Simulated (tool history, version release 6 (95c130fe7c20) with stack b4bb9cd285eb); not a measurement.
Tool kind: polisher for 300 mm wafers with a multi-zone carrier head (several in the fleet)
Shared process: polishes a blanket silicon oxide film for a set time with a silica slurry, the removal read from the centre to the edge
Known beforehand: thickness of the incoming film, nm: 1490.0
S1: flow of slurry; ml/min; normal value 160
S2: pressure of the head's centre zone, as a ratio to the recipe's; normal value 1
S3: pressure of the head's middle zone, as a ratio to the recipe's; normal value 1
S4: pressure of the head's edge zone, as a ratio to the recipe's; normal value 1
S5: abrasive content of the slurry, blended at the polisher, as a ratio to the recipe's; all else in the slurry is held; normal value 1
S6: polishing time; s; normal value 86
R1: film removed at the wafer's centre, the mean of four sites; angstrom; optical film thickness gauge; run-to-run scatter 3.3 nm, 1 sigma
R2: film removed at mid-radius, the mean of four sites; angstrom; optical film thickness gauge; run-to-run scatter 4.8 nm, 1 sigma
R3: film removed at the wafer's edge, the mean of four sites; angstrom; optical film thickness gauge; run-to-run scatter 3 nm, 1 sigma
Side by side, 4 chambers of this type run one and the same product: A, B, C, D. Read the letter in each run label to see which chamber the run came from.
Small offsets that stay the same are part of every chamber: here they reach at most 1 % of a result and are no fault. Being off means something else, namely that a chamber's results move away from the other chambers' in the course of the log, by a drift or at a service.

run	hour	S1	S2	S3	S4	S5	S6	R1	R2	R3
1A	6.8	160	1	1	1	1	86	3284.1	3375.1	3399.0
2B	12.8	160	1	1	1	1	86	3387.6	3267.8	3323.1
3C	19.3	160	1	1	1	1	86	3347.0	3345.3	3338.3
4D	23.6	160	1	1	1	1	86	3385.2	3319.5	3297.4
# hour 26.6: chamber A: worn pad replaced by a new one
5B	30.0	160	1	1	1	1	86	3308.8	3270.3	3342.0
6C	36.3	160	1	1	1	1	86	3372.4	3367.2	3350.7
7A	43.2	160	1	1	1	1	86	3277.7	3313.4	3345.2
8D	48.2	160	1	1	1	1	86	3322.3	3310.4	3290.2
9D	53.6	160	1	1	1	1	86	3304.4	3362.0	3384.3
10A	57.1	160	1	1	1	1	86	3318.0	3316.1	3406.9
# hour 58.7: chamber D: worn pad replaced by a new one
11B	61.7	160	1	1	1	1	100	3859.5	3920.1	3911.8
12C	67.5	160	1	1	1	1	100	3869.9	3853.1	3902.1
13D	74.6	160	1	1	1	1	100	3934.4	3895.0	3851.5
14C	79.9	160	1	1	1	1	100	3856.0	3926.4	3849.1
15B	84.1	160	1	1	1	1	86	3333.6	3331.5	3445.4
16A	90.8	160	1	1	1	1	86	3359.9	3328.3	3387.3
17C	97.7	160	1	1	1	1	86	3353.8	3359.0	3348.4
18D	104.3	160	1	1	1	1	86	3347.2	3328.4	3324.3
# hour 109.2: chamber D: centre zone pressure recalibrated
19B	111.0	160	1	1	1	1	86	3348.4	3368.9	3375.7
20A	116.1	160	1	1	1	1	86	3510.1	3233.5	3331.4
21D	120.4	160	1	1	1	1	86	3366.9	3400.2	3322.9
22C	125.4	160	1	1	1	1	86	3411.1	3409.4	3343.9
23A	131.9	160	1	1	1	1	86	3488.4	3308.7	3371.2
24B	136.0	160	1	1	1	1	86	3323.6	3347.9	3373.1
25C	142.5	160	1	1	1	1	86	3324.5	3342.7	3335.7
26D	145.7	160	1	1	1	1	86	3334.9	3336.5	3270.9
27B	151.3	160	1	1	1	1	86	3351.9	3380.3	3355.4
# hour 155.7: chamber B: edge zone pressure recalibrated
28A	155.7	160	1	1	1	1	86	3641.9	3345.7	3352.3
29A	161.3	160	1	1	1	1	86	3623.9	3262.5	3373.9
# hour 162.8: chamber D: slurry nozzle cleaned
30D	164.5	160	1	1	1	1	86	3344.5	3300.3	3317.2
# hour 169.0: chamber B: slurry nozzle cleaned
31B	170.6	160	1	1	1	1	69	2677.0	2720.5	2699.3
32C	177.7	160	1	1	1	1	69	2704.7	2750.0	2669.5
33C	181.1	160	1	1	1	1	69	2643.9	2618.4	2671.8

Read the log: is a single chamber off, either drifting away or since a service, is the gauge that measures every chamber drifting, or is nothing wrong beyond small per-chamber offsets? Name any odd chamber and what most likely caused it.

One chamber, A, drifts off from the rest bit by bit.
Most likely cause: centre zone's pressure above its setpoint, % = 11.6.

Below are 4 candidate recipes for chamber A's next run, each the usual settings with a change, their results shown as question marks. Which of them brings A's results back in line with what the other chambers give on the usual settings?
Counts as in line when no further than this from what the other chambers average on the usual settings: R1 120.0 angstrom; R2 170.0 angstrom; R3 110.0 angstrom
34A-1	186.2	160	0.97	1.01	1.01	1	86	?	?	?
34A-2	186.2	165	1.08	0.98	0.97	1	87	?	?	?
34A-3	186.2	160	1.03	0.99	0.99	1	86	?	?	?
34A-4	186.2	155	0.92	1.02	1.03	1	85	?	?	?

What the other chambers average on the usual settings: R1 3346.7 angstrom; R2 3340.1 angstrom; R3 3354.7 angstrom
run	R1	R2	R3
34A-1	3591.1	3398.5	3385.3
34A-2	4102.4	3361.6	3368.8
34A-3	3830.7	3336.4	3351.4
34A-4	3330.1	3370.5	3365.8
It is 34A-4 that realigns the chamber with its peers.
